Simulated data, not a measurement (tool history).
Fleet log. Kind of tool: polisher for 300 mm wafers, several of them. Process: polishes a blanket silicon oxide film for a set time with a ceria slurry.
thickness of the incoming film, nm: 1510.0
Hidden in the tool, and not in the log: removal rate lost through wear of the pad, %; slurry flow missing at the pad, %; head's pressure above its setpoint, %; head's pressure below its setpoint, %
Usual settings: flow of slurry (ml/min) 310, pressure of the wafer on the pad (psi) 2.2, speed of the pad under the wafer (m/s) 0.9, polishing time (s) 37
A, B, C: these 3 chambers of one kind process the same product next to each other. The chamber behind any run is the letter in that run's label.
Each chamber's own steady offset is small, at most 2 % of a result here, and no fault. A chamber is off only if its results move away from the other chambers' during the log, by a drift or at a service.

run     day  flow of slurry (ml/min)  pressure of the wafer on the pad (psi)  speed of the pad under the wafer (m/s)  polishing time (s)  wafers polished on this pad  hours since the slurry nozzle was cleaned  hours since the head pressure was calibrated  film removed (angstrom)
 1C   0.392                      310                                     2.2                                     0.9                  37                          327                                        165                                         898.7                     1019
 2A   0.758                      310                                     2.2                                     0.9                  37                          722                                       75.3                                         408.2                   987.64
      1.075  -- chamber B: worn pad replaced by a new one
 3B     1.2                      310                                     2.2                                     0.9                  37                           44                                      509.2                                         318.4                   1012.7
 4C   1.504                      310                                     2.2                                     0.9                  37                          719                                      191.7                                         925.4                   1008.9
      1.808  -- chamber A: worn pad replaced by a new one
      1.825  -- chamber C: worn pad replaced by a new one
 5A   1.842                      310                                     2.2                                     0.9                  37                           13                                      101.3                                         434.2                   986.09
 6B   2.212                      310                                     2.2                                     0.9                  37                          401                                      533.5                                         342.7                     1014
 7A   2.588                      310                                     2.2                                     0.9                  37                          275                                      119.2                                         452.1                   1010.3
 8C     2.8                      310                                     2.2                                     0.9                  37                          343                                      222.8                                         956.5                   1006.3
 9B    3.25                      310                                     2.2                                    0.62                  37                          766                                      558.4                                         367.6                   698.87
10B   3.642                      310                                     2.2                                    0.62                  37                          904                                      567.8                                           377                   695.32
11C     4.1                      310                                     2.2                                    0.62                  37                          801                                        254                                         987.7                   683.17
      4.208  -- chamber C: worn pad replaced by a new one
12A   4.525                      310                                     2.2                                     0.9                  37                          958                                      165.7                                         498.6                   985.97
      4.871  -- chamber B: worn pad replaced by a new one
      4.904  -- chamber A: worn pad replaced by a new one
13B   4.942                      310                                     2.2                                     0.9                  30                           25                                        599                                         408.2                   826.38
      5.167  -- chamber C: head pressure recalibrated
14C   5.233                      310                                     2.2                                     0.9                  30                          361                                      281.2                                           1.7                   854.27
15A   5.521                      310                                     2.2                                     0.9                  30                          217                                      189.6                                         522.5                    809.2
16C   5.779                      310                                     2.2                                     0.9                  37                          553                                      294.3                                          14.8                   1028.1
17A   6.138                      310                                     2.2                                     0.9                  37                          434                                      204.4                                         537.3                    998.3
18B   6.442                      310                                     2.2                                     0.9                  37                          554                                        635                                         444.2                   1015.2
19B   6.838                      310                                     2.2                                     0.9                  37                          693                                      644.5                                         453.7                   1025.2
      6.921  -- chamber C: worn pad replaced by a new one
20C   7.267                      310                                     2.2                                     0.9                  37                          123                                        330                                          50.5                   1045.4
       7.45  -- chamber A: worn pad replaced by a new one
21A   7.558                      310                                     2.2                                     0.9                  37                           38                                      238.5                                         571.4                   995.83
      7.596  -- chamber A: head pressure recalibrated
22A   7.821                      310                                     1.7                                     0.9                  44                          131                                      244.8                                           5.4                   923.73
23B   8.212                      310                                     1.7                                     0.9                  44                         1177                                      677.5                                         486.7                   931.89
24C   8.633                      310                                     1.7                                     0.9                  44                          604                                      362.8                                          83.3                   962.75
      9.071  -- chamber C: worn pad replaced by a new one
25C   9.079                      310                                     2.2                                     0.9                  37                            3                                      373.5                                            94                   1043.5
26A   9.329                      310                                     2.2                                     0.9                  37                          662                                        281                                          41.6                   1010.9
      9.362  -- chamber B: worn pad replaced by a new one
27B   9.738                      310                                     2.2                                     0.9                  37                          132                                      714.1                                         523.3                   1011.5
28A  10.033                      310                                     2.2                                     0.9                  37                          910                                      297.9                                          58.5                     1012

Decide between three cases: one chamber stands off from its peers, the gauge reading all wafers drifts, or nothing is wrong past each chamber's small offset. Where a chamber is off, say which and what most likely put it there.

A service left chamber C off against the others.
Likeliest cause: head's pressure above its setpoint, % = 4.03.

Chamber C could run next with any of the 4 candidate recipes listed below; each alters the usual settings, and their results appear as question marks. Which one brings its results back in line with what the other chambers deliver on the usual settings?
Allowed miss from the other chambers' usual-settings mean, per result, to count as in line: film removed (angstrom) 24
29C-1  10.362                      460                                     2.2                                     0.9                  37                                                                                                                                              ?
29C-2  10.362                      310                                     2.2                                    0.98                  37                                                                                                                                              ?
29C-3  10.362                      310                                     2.2                                     0.9                  36                                                                                                                                              ?
29C-4  10.362                      310                                     2.2                                     0.9                  34                                                                                                                                              ?

Usual-settings mean across the other chambers: film removed (angstrom) 1008.4
  run  film removed (angstrom)
29C-1                   1075.9
29C-2                   1138.3
29C-3                   1016.3
29C-4                    959.8
Change 29C-3 lands the chamber within the allowed miss of the other chambers.

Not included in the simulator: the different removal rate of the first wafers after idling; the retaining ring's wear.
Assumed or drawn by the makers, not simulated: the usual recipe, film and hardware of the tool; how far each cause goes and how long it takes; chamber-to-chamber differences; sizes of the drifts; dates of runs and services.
